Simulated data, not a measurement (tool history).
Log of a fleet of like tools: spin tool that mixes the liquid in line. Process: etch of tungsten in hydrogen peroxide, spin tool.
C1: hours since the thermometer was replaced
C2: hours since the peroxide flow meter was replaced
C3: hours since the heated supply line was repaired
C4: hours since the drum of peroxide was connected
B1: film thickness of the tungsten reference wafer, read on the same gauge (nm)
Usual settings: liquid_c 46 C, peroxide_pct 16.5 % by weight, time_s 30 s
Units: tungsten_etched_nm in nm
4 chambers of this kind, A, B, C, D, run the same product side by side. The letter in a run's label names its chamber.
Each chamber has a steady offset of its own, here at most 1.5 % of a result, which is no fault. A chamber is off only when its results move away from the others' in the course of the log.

Run 1A, hour 11.6: usual settings; C1 1108.1; C2 960.9; C3 346.7; C4 196.1; B1 109.99. Result: tungsten_etched_nm 50.048 nm.
Run 2C, hour 18.6: usual settings; C1 559.9; C2 1419.7; C3 492.1; C4 75.5; B1 110.01. Result: tungsten_etched_nm 49.103 nm.
Run 3D, hour 30: usual settings; C1 346.9; C2 1823; C3 709.9; C4 154.7; B1 109.99. Result: tungsten_etched_nm 49.984 nm.
Run 4B, hour 40.8: usual settings; C1 880.1; C2 819.8; C3 273.3; C4 495.4; B1 110. Result: tungsten_etched_nm 48.382 nm.
Run 5D, hour 49: usual settings; C1 365.9; C2 1842; C3 728.9; C4 173.7; B1 109.96. Result: tungsten_etched_nm 50.106 nm.
Run 6C, hour 57.1: usual settings; C1 598.4; C2 1458.2; C3 530.6; C4 114; B1 109.99. Result: tungsten_etched_nm 49.391 nm.
Run 7B, hour 63.2: usual settings; C1 902.5; C2 842.2; C3 295.7; C4 517.8; B1 109.98. Result: tungsten_etched_nm 49.528 nm.
Run 8A, hour 75.3: usual settings; C1 1171.8; C2 1024.6; C3 410.4; C4 259.8; B1 110.02. Result: tungsten_etched_nm 50.194 nm.
Run 9B, hour 81.4: usual settings; C1 920.7; C2 860.4; C3 313.9; C4 536; B1 110.02. Result: tungsten_etched_nm 48.626 nm.
Run 10C, hour 88.5: usual settings; C1 629.8; C2 1489.6; C3 562; C4 145.4; B1 110. Result: tungsten_etched_nm 49.726 nm.
Run 11A, hour 95.3: usual settings; C1 1191.8; C2 1044.6; C3 430.4; C4 279.8; B1 110.01. Result: tungsten_etched_nm 50.452 nm.
Run 12D, hour 106.3: usual settings; C1 423.2; C2 1899.3; C3 786.2; C4 231; B1 109.99. Result: tungsten_etched_nm 49.656 nm.
At hour 108.4: chamber D: heated supply line repaired.
Run 13B, hour 117.4: usual settings; C1 956.7; C2 896.4; C3 349.9; C4 572; B1 110. Result: tungsten_etched_nm 50.039 nm.
At hour 120.9: chamber D: peroxide flow meter replaced.
Run 14C, hour 126.4: usual settings; C1 667.7; C2 1527.5; C3 599.9; C4 183.3; B1 110.03. Result: tungsten_etched_nm 50.541 nm.
Run 15D, hour 137.8: usual settings; C1 454.7; C2 17; C3 29.5; C4 262.5; B1 110. Result: tungsten_etched_nm 48.947 nm.
Run 16A, hour 146.1: usual settings; C1 1242.6; C2 1095.4; C3 481.2; C4 330.6; B1 110. Result: tungsten_etched_nm 50.934 nm.
Run 17A, hour 155.9: usual settings but liquid_c 40 C, peroxide_pct 14.5 % by weight; C1 1252.4; C2 1105.2; C3 491; C4 340.4; B1 109.99. Result: tungsten_etched_nm 32.3 nm.
Run 18B, hour 161.3: usual settings but liquid_c 40 C, peroxide_pct 14.5 % by weight; C1 1000.6; C2 940.3; C3 393.8; C4 615.9; B1 110. Result: tungsten_etched_nm 31.285 nm.
Run 19D, hour 168.5: usual settings but liquid_c 40 C, peroxide_pct 14.5 % by weight; C1 485.4; C2 47.7; C3 60.2; C4 293.2; B1 109.99. Result: tungsten_etched_nm 32.125 nm.
Run 20C, hour 179.1: usual settings but liquid_c 40 C, peroxide_pct 14.5 % by weight; C1 720.4; C2 1580.2; C3 652.6; C4 236; B1 110.01. Result: tungsten_etched_nm 33.524 nm.
Run 21A, hour 184.8: usual settings; C1 1281.3; C2 1134.1; C3 519.9; C4 369.3; B1 110. Result: tungsten_etched_nm 50.074 nm.
Run 22B, hour 196.9: usual settings; C1 1036.2; C2 975.9; C3 429.4; C4 651.5; B1 110. Result: tungsten_etched_nm 48.456 nm.
Run 23C, hour 207.7: usual settings; C1 749; C2 1608.8; C3 681.2; C4 264.6; B1 110. Result: tungsten_etched_nm 52.419 nm.
Run 24D, hour 213.9: usual settings; C1 530.8; C2 93.1; C3 105.6; C4 338.6; B1 110.01. Result: tungsten_etched_nm 49.888 nm.
At hour 222.1: chamber A: heated supply line repaired.
Run 25C, hour 226.3: usual settings but peroxide_pct 19 % by weight; C1 767.6; C2 1627.4; C3 699.8; C4 283.2; B1 110. Result: tungsten_etched_nm 56.32 nm.
Run 26A, hour 237.9: usual settings but peroxide_pct 19 % by weight; C1 1334.4; C2 1187.2; C3 15.8; C4 422.4; B1 110.01. Result: tungsten_etched_nm 53.957 nm.
Run 27B, hour 246.7: usual settings but peroxide_pct 19 % by weight; C1 1086; C2 1025.7; C3 479.2; C4 701.3; B1 109.97. Result: tungsten_etched_nm 53.074 nm.
Run 28D, hour 257.9: usual settings but peroxide_pct 19 % by weight; C1 574.8; C2 137.1; C3 149.6; C4 382.6; B1 109.99. Result: tungsten_etched_nm 52.736 nm.
Run 29A, hour 264.8: usual settings; C1 1361.3; C2 1214.1; C3 42.7; C4 449.3; B1 110. Result: tungsten_etched_nm 50.281 nm.
Run 30B, hour 275.7: usual settings; C1 1115; C2 1054.7; C3 508.2; C4 730.3; B1 110.01. Result: tungsten_etched_nm 49.989 nm.
Run 31C, hour 283.7: usual settings; C1 825; C2 1684.8; C3 757.2; C4 340.6; B1 110. Result: tungsten_etched_nm 54.216 nm.
Run 32D, hour 293.3: usual settings; C1 610.2; C2 172.5; C3 185; C4 418; B1 110. Result: tungsten_etched_nm 49.338 nm.
Run 33A, hour 300.7: usual settings; C1 1397.2; C2 1250; C3 78.6; C4 485.2; B1 110.01. Result: tungsten_etched_nm 50.656 nm.
Run 34D, hour 307.6: usual settings; C1 624.5; C2 186.8; C3 199.3; C4 432.3; B1 109.98. Result: tungsten_etched_nm 49.334 nm.
Run 35C, hour 315.1: usual settings; C1 856.4; C2 1716.2; C3 788.6; C4 372; B1 109.98. Result: tungsten_etched_nm 54.229 nm.
Run 36B, hour 325.9: usual settings; C1 1165.2; C2 1104.9; C3 558.4; C4 780.5; B1 110.01. Result: tungsten_etched_nm 49.349 nm.
At hour 329.3: chamber B: heated supply line repaired.
Run 37B, hour 338.1: usual settings; C1 1177.4; C2 1117.1; C3 8.8; C4 792.7; B1 110. Result: tungsten_etched_nm 49.797 nm.

All 4 chambers run these settings next. Forecast each chamber's results:
Run 38A, hour 347: usual settings but time_s 20 s. Result: tungsten_etched_nm ?.
Run 38B, hour 347: usual settings but time_s 20 s. Result: tungsten_etched_nm ?.
Run 38C, hour 347: usual settings but time_s 20 s. Result: tungsten_etched_nm ?.
Run 38D, hour 347: usual settings but time_s 20 s. Result: tungsten_etched_nm ?.

run  tungsten_etched_nm
38A              33.722
38B              32.634
38C              36.477
38D              32.408
